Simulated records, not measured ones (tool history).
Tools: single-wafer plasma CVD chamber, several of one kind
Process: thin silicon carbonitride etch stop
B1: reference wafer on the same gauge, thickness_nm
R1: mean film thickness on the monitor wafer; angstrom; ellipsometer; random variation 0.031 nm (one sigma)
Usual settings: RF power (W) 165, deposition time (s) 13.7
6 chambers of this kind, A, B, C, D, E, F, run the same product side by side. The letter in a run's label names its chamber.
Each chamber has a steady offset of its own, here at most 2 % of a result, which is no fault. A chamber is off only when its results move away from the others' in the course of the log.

run 1D hour=7.4 | RF_power_(W)=165 deposition_time_(s)=13.7 | B1=6.6415 | R1=73.581
run 2E hour=12.6 | RF_power_(W)=165 deposition_time_(s)=13.7 | B1=6.6380 | R1=73.873
run 3A hour=18.8 | RF_power_(W)=165 deposition_time_(s)=13.7 | B1=6.6391 | R1=73.877
run 4C hour=24.9 | RF_power_(W)=165 deposition_time_(s)=13.7 | B1=6.6375 | R1=73.449
run 5B hour=31.0 | RF_power_(W)=165 deposition_time_(s)=12.0 | B1=6.6379 | R1=65.688
run 6F hour=36.4 | RF_power_(W)=165 deposition_time_(s)=12.0 | B1=6.6396 | R1=64.554
run 7A hour=43.1 | RF_power_(W)=165 deposition_time_(s)=12.0 | B1=6.6418 | R1=65.178
run 8F hour=49.5 | RF_power_(W)=165 deposition_time_(s)=12.0 | B1=6.6316 | R1=64.246
run 9B hour=54.1 | RF_power_(W)=165 deposition_time_(s)=12.0 | B1=6.6421 | R1=65.440
run 10E hour=60.3 | RF_power_(W)=165 deposition_time_(s)=12.0 | B1=6.6397 | R1=64.705
run 11D hour=64.7 | RF_power_(W)=165 deposition_time_(s)=13.7 | B1=6.6301 | R1=74.185
run 12C hour=70.0 | RF_power_(W)=135 deposition_time_(s)=12.0 | B1=6.6408 | R1=60.282
run 13E hour=75.5 | RF_power_(W)=135 deposition_time_(s)=12.0 | B1=6.6407 | R1=61.095
run 14D hour=82.9 | RF_power_(W)=135 deposition_time_(s)=12.0 | B1=6.6417 | R1=60.781
run 15F hour=89.8 | RF_power_(W)=135 deposition_time_(s)=12.0 | B1=6.6388 | R1=60.771
run 16C hour=97.0 | RF_power_(W)=135 deposition_time_(s)=12.0 | B1=6.6465 | R1=60.770
run 17B hour=103.2 | RF_power_(W)=135 deposition_time_(s)=12.0 | B1=6.6400 | R1=61.633
run 18A hour=110.9 | RF_power_(W)=165 deposition_time_(s)=13.7 | B1=6.6374 | R1=74.513
run 19B hour=116.9 | RF_power_(W)=190 deposition_time_(s)=12.6 | B1=6.6418 | R1=71.935
-- hour=121.0 chamber E: RF generator calibrated
run 20E hour=123.5 | RF_power_(W)=190 deposition_time_(s)=12.6 | B1=6.6434 | R1=71.371
run 21D hour=128.2 | RF_power_(W)=190 deposition_time_(s)=12.6 | B1=6.6389 | R1=70.623
run 22A hour=135.4 | RF_power_(W)=190 deposition_time_(s)=12.6 | B1=6.6371 | R1=71.231
-- hour=139.9 chamber C: RF generator calibrated
run 23F hour=142.3 | RF_power_(W)=190 deposition_time_(s)=12.6 | B1=6.6447 | R1=70.778
run 24C hour=148.2 | RF_power_(W)=190 deposition_time_(s)=12.6 | B1=6.6383 | R1=70.162
run 25A hour=151.9 | RF_power_(W)=180 deposition_time_(s)=12.2 | B1=6.6466 | R1=67.316
run 26B hour=156.4 | RF_power_(W)=180 deposition_time_(s)=12.2 | B1=6.6396 | R1=68.741
run 27E hour=163.9 | RF_power_(W)=180 deposition_time_(s)=12.2 | B1=6.6346 | R1=67.267
run 28C hour=171.0 | RF_power_(W)=180 deposition_time_(s)=12.2 | B1=6.6412 | R1=67.264
run 29D hour=176.5 | RF_power_(W)=180 deposition_time_(s)=12.2 | B1=6.6403 | R1=67.421
run 30F hour=181.8 | RF_power_(W)=180 deposition_time_(s)=12.2 | B1=6.6349 | R1=67.551
run 31F hour=189.1 | RF_power_(W)=165 deposition_time_(s)=13.7 | B1=6.6420 | R1=73.195
run 32A hour=192.6 | RF_power_(W)=135 deposition_time_(s)=13.7 | B1=6.6444 | R1=69.584
run 33E hour=199.2 | RF_power_(W)=135 deposition_time_(s)=13.7 | B1=6.6397 | R1=69.931
run 34B hour=206.9 | RF_power_(W)=135 deposition_time_(s)=13.7 | B1=6.6432 | R1=70.476
run 35C hour=212.1 | RF_power_(W)=135 deposition_time_(s)=13.7 | B1=6.6439 | R1=69.195
run 36D hour=216.8 | RF_power_(W)=135 deposition_time_(s)=13.7 | B1=6.6318 | R1=69.515
run 37F hour=221.4 | RF_power_(W)=135 deposition_time_(s)=13.7 | B1=6.6507 | R1=69.369
run 38E hour=225.4 | RF_power_(W)=165 deposition_time_(s)=13.7 | B1=6.6452 | R1=74.141

Next, every chamber runs the same settings. What will each give?
run 39A hour=231.0 | RF_power_(W)=165 deposition_time_(s)=16.0 | R1=?
run 39B hour=231.0 | RF_power_(W)=165 deposition_time_(s)=16.0 | R1=?
run 39C hour=231.0 | RF_power_(W)=165 deposition_time_(s)=16.0 | R1=?
run 39D hour=231.0 | RF_power_(W)=165 deposition_time_(s)=16.0 | R1=?
run 39E hour=231.0 | RF_power_(W)=165 deposition_time_(s)=16.0 | R1=?
run 39F hour=231.0 | RF_power_(W)=165 deposition_time_(s)=16.0 | R1=?

run=39A R1=86.803
run=39B R1=87.976
run=39C R1=85.377
run=39D R1=85.713
run=39E R1=86.845
run=39F R1=86.222

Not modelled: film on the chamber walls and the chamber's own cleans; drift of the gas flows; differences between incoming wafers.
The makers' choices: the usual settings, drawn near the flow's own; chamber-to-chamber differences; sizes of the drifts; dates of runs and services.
